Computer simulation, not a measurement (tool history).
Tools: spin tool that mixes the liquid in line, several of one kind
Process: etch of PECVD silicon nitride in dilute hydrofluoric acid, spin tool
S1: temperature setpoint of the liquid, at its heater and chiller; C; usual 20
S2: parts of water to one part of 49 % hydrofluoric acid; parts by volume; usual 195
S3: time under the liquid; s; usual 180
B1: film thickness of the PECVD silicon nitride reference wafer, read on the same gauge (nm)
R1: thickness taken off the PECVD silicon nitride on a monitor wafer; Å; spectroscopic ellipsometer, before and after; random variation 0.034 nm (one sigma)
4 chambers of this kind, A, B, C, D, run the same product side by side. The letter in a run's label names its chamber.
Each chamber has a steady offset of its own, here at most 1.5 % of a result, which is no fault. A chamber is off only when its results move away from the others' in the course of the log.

{"run": "1A", "day": 0.375, "S1": 20, "S2": 195, "S3": 180, "B1": 129.99, "R1": 18.406}
{"run": "2D", "day": 0.654, "S1": 20, "S2": 195, "S3": 180, "B1": 129.96, "R1": 18.185}
{"run": "3B", "day": 0.929, "S1": 20, "S2": 195, "S3": 180, "B1": 130.01, "R1": 17.976}
{"run": "4C", "day": 1.154, "S1": 20, "S2": 195, "S3": 180, "B1": 130.02, "R1": 17.314}
{"run": "5B", "day": 1.362, "S1": 20, "S2": 195, "S3": 180, "B1": 130.02, "R1": 18.21}
{"run": "6C", "day": 1.604, "S1": 20, "S2": 195, "S3": 180, "B1": 130.01, "R1": 18.407}
{"run": "7D", "day": 1.921, "S1": 20, "S2": 195, "S3": 180, "B1": 130.02, "R1": 17.582}
{"run": "8A", "day": 2.262, "S1": 22.5, "S2": 245, "S3": 180, "B1": 129.98, "R1": 16.852}
{"run": "9C", "day": 2.6, "S1": 22.5, "S2": 245, "S3": 180, "B1": 130.03, "R1": 16.527}
{"run": "10A", "day": 2.829, "S1": 22.5, "S2": 245, "S3": 180, "B1": 130, "R1": 17.203}
{"run": "11D", "day": 3.067, "S1": 22.5, "S2": 245, "S3": 180, "B1": 130.01, "R1": 17.56}
{"run": "12B", "day": 3.3, "S1": 20, "S2": 195, "S3": 180, "B1": 130.02, "R1": 18.001}
{"run": "13C", "day": 3.567, "S1": 20, "S2": 195, "S3": 180, "B1": 129.99, "R1": 17.727}
{"run": "14D", "day": 3.804, "S1": 20, "S2": 195, "S3": 180, "B1": 129.99, "R1": 18.758}
{"run": "15B", "day": 4.004, "S1": 20, "S2": 195, "S3": 235, "B1": 130.01, "R1": 24.143}
{"run": "16A", "day": 4.238, "S1": 20, "S2": 195, "S3": 235, "B1": 130, "R1": 23.227}
{"run": "17D", "day": 4.45, "S1": 20, "S2": 195, "S3": 235, "B1": 130, "R1": 24.738}
{"run": "18C", "day": 4.65, "S1": 20, "S2": 195, "S3": 235, "B1": 130.01, "R1": 23.454}
{"run": "19A", "day": 5.071, "S1": 20, "S2": 195, "S3": 180, "B1": 130.01, "R1": 18.045}
{"run": "20B", "day": 5.479, "S1": 20, "S2": 145, "S3": 125, "B1": 129.97, "R1": 16.31}
{"run": "21C", "day": 5.788, "S1": 20, "S2": 145, "S3": 125, "B1": 129.95, "R1": 16.517}
{"run": "22D", "day": 6.008, "S1": 20, "S2": 145, "S3": 125, "B1": 130.03, "R1": 17.786}
{"run": "23B", "day": 6.358, "S1": 20, "S2": 145, "S3": 125, "B1": 130.01, "R1": 16.68}
{"run": "24A", "day": 6.775, "S1": 20, "S2": 195, "S3": 180, "B1": 129.99, "R1": 18.323}
{"day": 7.008, "done": "chamber B: thermometer replaced"}
{"run": "25A", "day": 7.112, "S1": 20, "S2": 195, "S3": 180, "B1": 130, "R1": 18.029}
{"run": "26D", "day": 7.354, "S1": 20, "S2": 195, "S3": 180, "B1": 129.98, "R1": 20.721}
{"run": "27B", "day": 7.65, "S1": 20, "S2": 195, "S3": 180, "B1": 129.99, "R1": 17.63}
{"run": "28C", "day": 7.962, "S1": 20, "S2": 195, "S3": 180, "B1": 129.99, "R1": 18.326}
{"run": "29B", "day": 8.146, "S1": 22, "S2": 195, "S3": 250, "B1": 130.02, "R1": 28.226}
{"run": "30D", "day": 8.533, "S1": 22, "S2": 195, "S3": 250, "B1": 129.96, "R1": 31.999}
{"run": "31A", "day": 8.85, "S1": 22, "S2": 195, "S3": 250, "B1": 129.96, "R1": 28.39}
{"run": "32C", "day": 9.158, "S1": 22, "S2": 195, "S3": 250, "B1": 130.01, "R1": 28.135}
{"run": "33A", "day": 9.558, "S1": 20, "S2": 195, "S3": 180, "B1": 129.99, "R1": 17.788}

What goes on in this fleet: one chamber off, a drifting gauge, or nothing beyond the chambers' own small offsets? Name the chamber and the cause, if any.

Chamber D drifts away from the others.
Cause: liquid hotter than its thermometer reads (K) = 2.31.

Here are 4 candidates for chamber D's next run, each the usual settings with a change, their results left as question marks. Which one brings its results back in line with what the others give on the usual settings?
In line means no further than this from the other chambers' mean on the usual settings: R1 1.2 Å
{"run": "34D-1", "day": 9.858, "S1": 19.5, "S2": 195, "S3": 160, "R1": "?"}
{"run": "34D-2", "day": 9.858, "S1": 20, "S2": 165, "S3": 180, "R1": "?"}
{"run": "34D-3", "day": 9.858, "S1": 20, "S2": 195, "S3": 230, "R1": "?"}
{"run": "34D-4", "day": 9.858, "S1": 20, "S2": 215, "S3": 150, "R1": "?"}

The other chambers' mean on the usual settings: R1 17.865 Å
run=34D-1 R1=17.731
run=34D-2 R1=24.302
run=34D-3 R1=26.324
run=34D-4 R1=15.59
34D-1 brings the chamber back in line.

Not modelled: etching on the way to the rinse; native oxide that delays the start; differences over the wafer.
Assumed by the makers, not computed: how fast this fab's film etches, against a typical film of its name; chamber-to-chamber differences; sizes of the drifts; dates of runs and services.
